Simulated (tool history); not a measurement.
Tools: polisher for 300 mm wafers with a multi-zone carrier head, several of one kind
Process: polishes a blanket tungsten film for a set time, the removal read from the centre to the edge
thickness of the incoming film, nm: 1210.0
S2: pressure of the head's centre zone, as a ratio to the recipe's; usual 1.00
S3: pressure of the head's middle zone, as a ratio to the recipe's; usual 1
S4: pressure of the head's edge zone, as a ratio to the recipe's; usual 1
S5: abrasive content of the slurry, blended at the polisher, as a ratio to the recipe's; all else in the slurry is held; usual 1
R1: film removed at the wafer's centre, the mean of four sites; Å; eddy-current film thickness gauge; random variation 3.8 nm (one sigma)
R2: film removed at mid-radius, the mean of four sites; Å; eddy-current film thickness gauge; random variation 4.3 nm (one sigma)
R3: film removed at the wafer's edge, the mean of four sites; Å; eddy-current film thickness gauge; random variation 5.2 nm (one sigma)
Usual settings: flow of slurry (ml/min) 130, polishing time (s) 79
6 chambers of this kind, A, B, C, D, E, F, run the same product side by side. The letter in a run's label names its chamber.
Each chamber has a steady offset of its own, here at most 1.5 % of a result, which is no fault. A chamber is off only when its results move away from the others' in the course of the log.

{"day": 0.392, "done": "chamber D: worn pad replaced by a new one"}
{"day": 0.558, "done": "chamber B: worn pad replaced by a new one"}
{"run": "1C", "day": 0.579, "flow of slurry (ml/min)": 130, "S2": 1.0, "S3": 1, "S4": 1, "S5": 1, "polishing time (s)": 79, "R1": 3530.7, "R2": 3529.5, "R3": 3534.0}
{"run": "2B", "day": 1.146, "flow of slurry (ml/min)": 130, "S2": 1.0, "S3": 1, "S4": 1, "S5": 1, "polishing time (s)": 79, "R1": 3516.0, "R2": 3560.1, "R3": 3533.4}
{"day": 1.517, "done": "chamber C: worn pad replaced by a new one"}
{"run": "3E", "day": 1.667, "flow of slurry (ml/min)": 130, "S2": 1.0, "S3": 1, "S4": 1, "S5": 1, "polishing time (s)": 79, "R1": 3461.0, "R2": 3547.6, "R3": 3536.5}
{"day": 1.746, "done": "chamber A: worn pad replaced by a new one"}
{"day": 2.033, "done": "chamber F: worn pad replaced by a new one"}
{"day": 2.042, "done": "chamber E: worn pad replaced by a new one"}
{"run": "4A", "day": 2.162, "flow of slurry (ml/min)": 130, "S2": 1.0, "S3": 1, "S4": 1, "S5": 1, "polishing time (s)": 79, "R1": 3499.6, "R2": 3545.0, "R3": 3442.8}
{"day": 2.192, "done": "chamber C: slurry nozzle cleaned"}
{"run": "5F", "day": 2.462, "flow of slurry (ml/min)": 130, "S2": 0.89, "S3": 1, "S4": 1, "S5": 1, "polishing time (s)": 79, "R1": 3176.9, "R2": 3498.0, "R3": 3653.0}
{"run": "6D", "day": 2.879, "flow of slurry (ml/min)": 130, "S2": 0.89, "S3": 1, "S4": 1, "S5": 1, "polishing time (s)": 79, "R1": 3108.1, "R2": 3513.0, "R3": 3535.1}
{"run": "7F", "day": 3.162, "flow of slurry (ml/min)": 130, "S2": 0.89, "S3": 1, "S4": 1, "S5": 1, "polishing time (s)": 79, "R1": 3136.5, "R2": 3494.8, "R3": 3433.7}
{"run": "8A", "day": 3.5, "flow of slurry (ml/min)": 130, "S2": 0.89, "S3": 1, "S4": 1, "S5": 1, "polishing time (s)": 79, "R1": 3066.3, "R2": 3518.2, "R3": 3545.3}
{"day": 3.762, "done": "chamber F: slurry nozzle cleaned"}
{"run": "9E", "day": 3.85, "flow of slurry (ml/min)": 130, "S2": 0.89, "S3": 1, "S4": 1, "S5": 1, "polishing time (s)": 79, "R1": 3131.9, "R2": 3528.9, "R3": 3598.7}
{"run": "10C", "day": 4.267, "flow of slurry (ml/min)": 130, "S2": 0.89, "S3": 1, "S4": 1, "S5": 1, "polishing time (s)": 79, "R1": 3130.5, "R2": 3563.1, "R3": 3603.2}
{"day": 4.304, "done": "chamber D: worn pad replaced by a new one"}
{"run": "11B", "day": 4.6, "flow of slurry (ml/min)": 130, "S2": 1.0, "S3": 1, "S4": 1, "S5": 1, "polishing time (s)": 79, "R1": 3469.3, "R2": 3610.6, "R3": 3416.7}
{"run": "12D", "day": 4.992, "flow of slurry (ml/min)": 130, "S2": 1.0, "S3": 1, "S4": 1, "S5": 1, "polishing time (s)": 79, "R1": 3505.2, "R2": 3494.7, "R3": 3417.9}
{"day": 5.15, "done": "chamber C: worn pad replaced by a new one"}
{"day": 5.229, "done": "chamber A: worn pad replaced by a new one"}
{"day": 5.346, "done": "chamber E: centre zone pressure recalibrated"}
{"run": "13E", "day": 5.408, "flow of slurry (ml/min)": 130, "S2": 1.0, "S3": 1, "S4": 1, "S5": 1, "polishing time (s)": 79, "R1": 3651.2, "R2": 3469.9, "R3": 3521.4}
{"day": 5.692, "done": "chamber B: worn pad replaced by a new one"}
{"day": 5.779, "done": "chamber E: worn pad replaced by a new one"}
{"run": "14D", "day": 6.0, "flow of slurry (ml/min)": 90, "S2": 1.04, "S3": 1, "S4": 1, "S5": 1, "polishing time (s)": 79, "R1": 3276.2, "R2": 3253.3, "R3": 3330.5}
{"day": 6.071, "done": "chamber F: worn pad replaced by a new one"}
{"day": 6.642, "done": "chamber A: centre zone pressure recalibrated"}
{"run": "15F", "day": 6.65, "flow of slurry (ml/min)": 90, "S2": 1.04, "S3": 1, "S4": 1, "S5": 1, "polishing time (s)": 79, "R1": 3375.2, "R2": 3173.1, "R3": 3353.5}
{"run": "16A", "day": 7.092, "flow of slurry (ml/min)": 90, "S2": 1.04, "S3": 1, "S4": 1, "S5": 1, "polishing time (s)": 79, "R1": 3216.4, "R2": 3118.8, "R3": 3178.6}
{"day": 7.308, "done": "chamber A: slurry nozzle cleaned"}
{"run": "17B", "day": 7.475, "flow of slurry (ml/min)": 90, "S2": 1.04, "S3": 1, "S4": 1, "S5": 1, "polishing time (s)": 79, "R1": 3391.8, "R2": 3208.4, "R3": 3239.2}
{"day": 7.629, "done": "chamber D: centre zone pressure recalibrated"}
{"run": "18C", "day": 7.971, "flow of slurry (ml/min)": 90, "S2": 1.04, "S3": 1, "S4": 1, "S5": 1, "polishing time (s)": 79, "R1": 3131.9, "R2": 3221.0, "R3": 3330.4}
{"day": 8.021, "done": "chamber D: worn pad replaced by a new one"}
{"run": "19F", "day": 8.417, "flow of slurry (ml/min)": 90, "S2": 1.04, "S3": 1, "S4": 1, "S5": 1, "polishing time (s)": 79, "R1": 3406.5, "R2": 3229.2, "R3": 3316.0}
{"day": 8.45, "done": "chamber F: edge zone pressure recalibrated"}
{"day": 8.6, "done": "chamber A: worn pad replaced by a new one"}
{"day": 8.788, "done": "chamber E: worn pad replaced by a new one"}
{"day": 8.958, "done": "chamber C: worn pad replaced by a new one"}
{"run": "20A", "day": 9.0, "flow of slurry (ml/min)": 130, "S2": 1.0, "S3": 1, "S4": 1, "S5": 1, "polishing time (s)": 79, "R1": 3559.5, "R2": 3475.0, "R3": 3507.3}
{"day": 9.529, "done": "chamber C: edge zone pressure recalibrated"}
{"run": "21B", "day": 9.546, "flow of slurry (ml/min)": 130, "S2": 1.07, "S3": 1, "S4": 1, "S5": 1, "polishing time (s)": 79, "R1": 3819.1, "R2": 3570.9, "R3": 3543.0}
{"run": "22D", "day": 9.883, "flow of slurry (ml/min)": 130, "S2": 1.07, "S3": 1, "S4": 1, "S5": 1, "polishing time (s)": 79, "R1": 3739.5, "R2": 3650.0, "R3": 3387.9}
{"day": 10.104, "done": "chamber F: worn pad replaced by a new one"}
{"run": "23E", "day": 10.512, "flow of slurry (ml/min)": 130, "S2": 1.07, "S3": 1, "S4": 1, "S5": 1, "polishing time (s)": 79, "R1": 3785.8, "R2": 3505.8, "R3": 3669.5}
{"day": 10.762, "done": "chamber B: worn pad replaced by a new one"}
{"run": "24C", "day": 10.958, "flow of slurry (ml/min)": 130, "S2": 1.07, "S3": 1, "S4": 1, "S5": 1, "polishing time (s)": 79, "R1": 3576.8, "R2": 3498.2, "R3": 3599.3}
{"run": "25E", "day": 11.504, "flow of slurry (ml/min)": 130, "S2": 1.07, "S3": 1, "S4": 1, "S5": 1, "polishing time (s)": 79, "R1": 3819.8, "R2": 3469.0, "R3": 3554.0}
{"day": 11.667, "done": "chamber A: worn pad replaced by a new one"}
{"run": "26A", "day": 11.879, "flow of slurry (ml/min)": 130, "S2": 1.07, "S3": 1, "S4": 1, "S5": 1, "polishing time (s)": 79, "R1": 3746.1, "R2": 3459.7, "R3": 3449.9}
{"run": "27D", "day": 12.392, "flow of slurry (ml/min)": 130, "S2": 1.0, "S3": 1, "S4": 1, "S5": 1, "polishing time (s)": 79, "R1": 3520.6, "R2": 3563.4, "R3": 3572.0}
{"day": 12.583, "done": "chamber C: worn pad replaced by a new one"}
{"day": 12.583, "done": "chamber E: worn pad replaced by a new one"}
{"run": "28B", "day": 12.738, "flow of slurry (ml/min)": 130, "S2": 1.0, "S3": 1, "S4": 1, "S5": 1, "polishing time (s)": 79, "R1": 3607.1, "R2": 3664.5, "R3": 3516.1}
{"day": 12.742, "done": "chamber D: worn pad replaced by a new one"}
{"run": "29F", "day": 13.288, "flow of slurry (ml/min)": 130, "S2": 1.0, "S3": 1, "S4": 1, "S5": 1, "polishing time (s)": 79, "R1": 3521.5, "R2": 3495.0, "R3": 3659.4}
{"day": 13.475, "done": "chamber B: slurry nozzle cleaned"}
{"day": 13.646, "done": "chamber F: worn pad replaced by a new one"}
{"run": "30C", "day": 13.767, "flow of slurry (ml/min)": 130, "S2": 1.12, "S3": 1, "S4": 1, "S5": 1, "polishing time (s)": 79, "R1": 3737.2, "R2": 3511.0, "R3": 3534.6}
{"day": 13.854, "done": "chamber D: slurry nozzle cleaned"}
{"run": "31A", "day": 14.129, "flow of slurry (ml/min)": 130, "S2": 1.12, "S3": 1, "S4": 1, "S5": 1, "polishing time (s)": 79, "R1": 3892.5, "R2": 3516.0, "R3": 3508.2}
{"run": "32D", "day": 14.721, "flow of slurry (ml/min)": 130, "S2": 1.12, "S3": 1, "S4": 1, "S5": 1, "polishing time (s)": 79, "R1": 4013.3, "R2": 3514.1, "R3": 3542.7}
{"run": "33C", "day": 15.325, "flow of slurry (ml/min)": 130, "S2": 1.12, "S3": 1, "S4": 1, "S5": 1, "polishing time (s)": 79, "R1": 3675.5, "R2": 3604.0, "R3": 3605.9}
{"day": 15.633, "done": "chamber A: worn pad replaced by a new one"}
{"run": "34E", "day": 15.733, "flow of slurry (ml/min)": 130, "S2": 1.12, "S3": 1, "S4": 1, "S5": 1, "polishing time (s)": 79, "R1": 3961.2, "R2": 3580.5, "R3": 3588.4}
{"run": "35F", "day": 16.029, "flow of slurry (ml/min)": 130, "S2": 1.12, "S3": 1, "S4": 1, "S5": 1, "polishing time (s)": 79, "R1": 4034.9, "R2": 3561.3, "R3": 3451.6}
{"day": 16.129, "done": "chamber B: worn pad replaced by a new one"}
{"day": 16.429, "done": "chamber F: slurry nozzle cleaned"}
{"run": "36B", "day": 16.512, "flow of slurry (ml/min)": 130, "S2": 1.0, "S3": 1, "S4": 1, "S5": 1, "polishing time (s)": 79, "R1": 3543.4, "R2": 3519.4, "R3": 3554.0}
{"run": "37F", "day": 17.083, "flow of slurry (ml/min)": 130, "S2": 1.0, "S3": 1, "S4": 1, "S5": 1, "polishing time (s)": 79, "R1": 3580.6, "R2": 3609.6, "R3": 3568.9}
{"run": "38A", "day": 17.542, "flow of slurry (ml/min)": 130, "S2": 1.0, "S3": 1, "S4": 1, "S5": 1, "polishing time (s)": 79, "R1": 3483.7, "R2": 3433.1, "R3": 3457.9}

What goes on in this fleet: one chamber off, a drifting gauge, or nothing beyond the chambers' own small offsets? Name the chamber and the cause, if any.

Chamber C drifts away from the others.
Cause: centre zone's pressure below its setpoint, % = 9.68.

Here are 4 candidates for chamber C's next run, each the usual settings with a change, their results left as question marks. Which one brings its results back in line with what the others give on the usual settings?
In line means no further than this from the other chambers' mean on the usual settings: R1 130.0 Å; R2 150.0 Å; R3 180.0 Å
{"run": "39C-1", "day": 18.008, "flow of slurry (ml/min)": 125, "S2": 0.96, "S3": 1.01, "S4": 1.01, "S5": 1, "polishing time (s)": 79, "R1": "?", "R2": "?", "R3": "?"}
{"run": "39C-2", "day": 18.008, "flow of slurry (ml/min)": 125, "S2": 0.91, "S3": 1.02, "S4": 1.03, "S5": 1, "polishing time (s)": 79, "R1": "?", "R2": "?", "R3": "?"}
{"run": "39C-3", "day": 18.008, "flow of slurry (ml/min)": 135, "S2": 1.04, "S3": 0.99, "S4": 0.99, "S5": 1, "polishing time (s)": 79, "R1": "?", "R2": "?", "R3": "?"}
{"run": "39C-4", "day": 18.008, "flow of slurry (ml/min)": 135, "S2": 1.09, "S3": 0.98, "S4": 0.97, "S5": 1, "polishing time (s)": 79, "R1": "?", "R2": "?", "R3": "?"}

The other chambers' mean on the usual settings: R1 3526.4 Å; R2 3530.2 Å; R3 3528.9 Å
run=39C-1 R1=2996.0 R2=3567.9 R3=3517.3
run=39C-2 R1=2822.5 R2=3601.7 R3=3554.1
run=39C-3 R1=3337.1 R2=3560.4 R3=3523.0
run=39C-4 R1=3513.9 R2=3526.1 R3=3485.7
39C-4 brings the chamber back in line.
